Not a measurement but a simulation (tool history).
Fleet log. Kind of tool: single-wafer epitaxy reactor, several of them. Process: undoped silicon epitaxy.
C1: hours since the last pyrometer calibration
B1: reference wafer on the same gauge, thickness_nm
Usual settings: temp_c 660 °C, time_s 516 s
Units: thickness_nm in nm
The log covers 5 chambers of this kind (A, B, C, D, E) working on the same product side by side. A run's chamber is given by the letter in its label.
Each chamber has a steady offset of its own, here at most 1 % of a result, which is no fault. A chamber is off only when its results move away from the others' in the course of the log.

Run 1A, day 0.438: usual settings; C1 571.9; B1 95.007. Result: thickness_nm 106.75 nm.
Run 2B, day 0.796: usual settings; C1 2566.1; B1 94.95. Result: thickness_nm 108.82 nm.
Run 3E, day 1.121: usual settings; C1 732.3; B1 94.97. Result: thickness_nm 107.09 nm.
Run 4C, day 1.417: usual settings; C1 2450.8; B1 94.964. Result: thickness_nm 106.99 nm.
Run 5D, day 2.008: usual settings but time_s 429 s; C1 975.6; B1 95.076. Result: thickness_nm 88.425 nm.
At day 2.479: chamber B: pyrometer calibrated.
Run 6B, day 2.496: usual settings but time_s 429 s; C1 0.4; B1 94.897. Result: thickness_nm 90.627 nm.
Run 7E, day 3.067: usual settings but time_s 429 s; C1 779; B1 95.017. Result: thickness_nm 89.741 nm.
Run 8D, day 3.379: usual settings but time_s 429 s; C1 1008.5; B1 95.063. Result: thickness_nm 87.129 nm.
Run 9C, day 3.875: usual settings but time_s 429 s; C1 2509.8; B1 94.907. Result: thickness_nm 89.429 nm.
Run 10A, day 4.371: usual settings; C1 666.3; B1 95.041. Result: thickness_nm 106.91 nm.
Run 11D, day 4.9: usual settings; C1 1045; B1 95.024. Result: thickness_nm 105.19 nm.
Run 12B, day 5.429: usual settings; C1 70.8; B1 95.062. Result: thickness_nm 107.73 nm.
Run 13E, day 5.9: usual settings; C1 847; B1 94.942. Result: thickness_nm 107.54 nm.
Run 14C, day 6.25: usual settings but temp_c 672 °C; C1 2566.8; B1 95.096. Result: thickness_nm 138.08 nm.
Run 15A, day 6.6: usual settings but temp_c 672 °C; C1 719.8; B1 94.958. Result: thickness_nm 136.59 nm.
Run 16E, day 7.246: usual settings but temp_c 672 °C; C1 879.3; B1 94.998. Result: thickness_nm 139.53 nm.
Run 17C, day 7.867: usual settings but temp_c 672 °C; C1 2605.6; B1 95.009. Result: thickness_nm 137.55 nm.
Run 18A, day 8.454: usual settings but temp_c 672 °C; C1 764.3; B1 95.008. Result: thickness_nm 135.87 nm.
Run 19D, day 8.979: usual settings; C1 1142.9; B1 94.974. Result: thickness_nm 102.96 nm.
Run 20B, day 9.5: usual settings; C1 168.5; B1 94.995. Result: thickness_nm 108.06 nm.
Run 21D, day 10.083: usual settings but temp_c 648 °C, time_s 583 s; C1 1169.4; B1 95.071. Result: thickness_nm 89.476 nm.
Run 22A, day 10.446: usual settings but temp_c 648 °C, time_s 583 s; C1 812.1; B1 94.942. Result: thickness_nm 93.251 nm.
Run 23E, day 10.829: usual settings but temp_c 648 °C, time_s 583 s; C1 965.3; B1 95.014. Result: thickness_nm 94.204 nm.
Run 24C, day 11.321: usual settings but temp_c 648 °C, time_s 583 s; C1 2688.5; B1 94.945. Result: thickness_nm 94.116 nm.
Run 25B, day 11.946: usual settings but temp_c 648 °C, time_s 583 s; C1 227.2; B1 94.946. Result: thickness_nm 95.771 nm.
Run 26B, day 12.471: usual settings; C1 239.8; B1 95.024. Result: thickness_nm 107.8 nm.
Run 27A, day 13.142: usual settings; C1 876.8; B1 95.056. Result: thickness_nm 107.08 nm.
Run 28D, day 13.692: usual settings; C1 1256; B1 95.007. Result: thickness_nm 101.5 nm.
Run 29C, day 14.062: usual settings; C1 2754.3; B1 94.947. Result: thickness_nm 106.84 nm.
Run 30E, day 14.396: usual settings but temp_c 655 °C, time_s 418 s; C1 1050.9; B1 95.018. Result: thickness_nm 78.561 nm.
Run 31B, day 14.879: usual settings but temp_c 655 °C, time_s 418 s; C1 297.6; B1 95.015. Result: thickness_nm 79.062 nm.
Run 32D, day 15.362: usual settings but temp_c 655 °C, time_s 418 s; C1 1296.1; B1 95.021. Result: thickness_nm 73.101 nm.
Run 33C, day 15.954: usual settings but temp_c 655 °C, time_s 418 s; C1 2799.7; B1 95.006. Result: thickness_nm 78.183 nm.

Each of the 5 chambers runs these same settings next. Fill in every chamber's results:
Run 34A, day 16.446: usual settings but temp_c 666 °C. Result: thickness_nm ?.
Run 34B, day 16.446: usual settings but temp_c 666 °C. Result: thickness_nm ?.
Run 34C, day 16.446: usual settings but temp_c 666 °C. Result: thickness_nm ?.
Run 34D, day 16.446: usual settings but temp_c 666 °C. Result: thickness_nm ?.
Run 34E, day 16.446: usual settings but temp_c 666 °C. Result: thickness_nm ?.

run  thickness_nm
34A        121.54
34B        123.16
34C        120.64
34D        113.42
34E        123.41

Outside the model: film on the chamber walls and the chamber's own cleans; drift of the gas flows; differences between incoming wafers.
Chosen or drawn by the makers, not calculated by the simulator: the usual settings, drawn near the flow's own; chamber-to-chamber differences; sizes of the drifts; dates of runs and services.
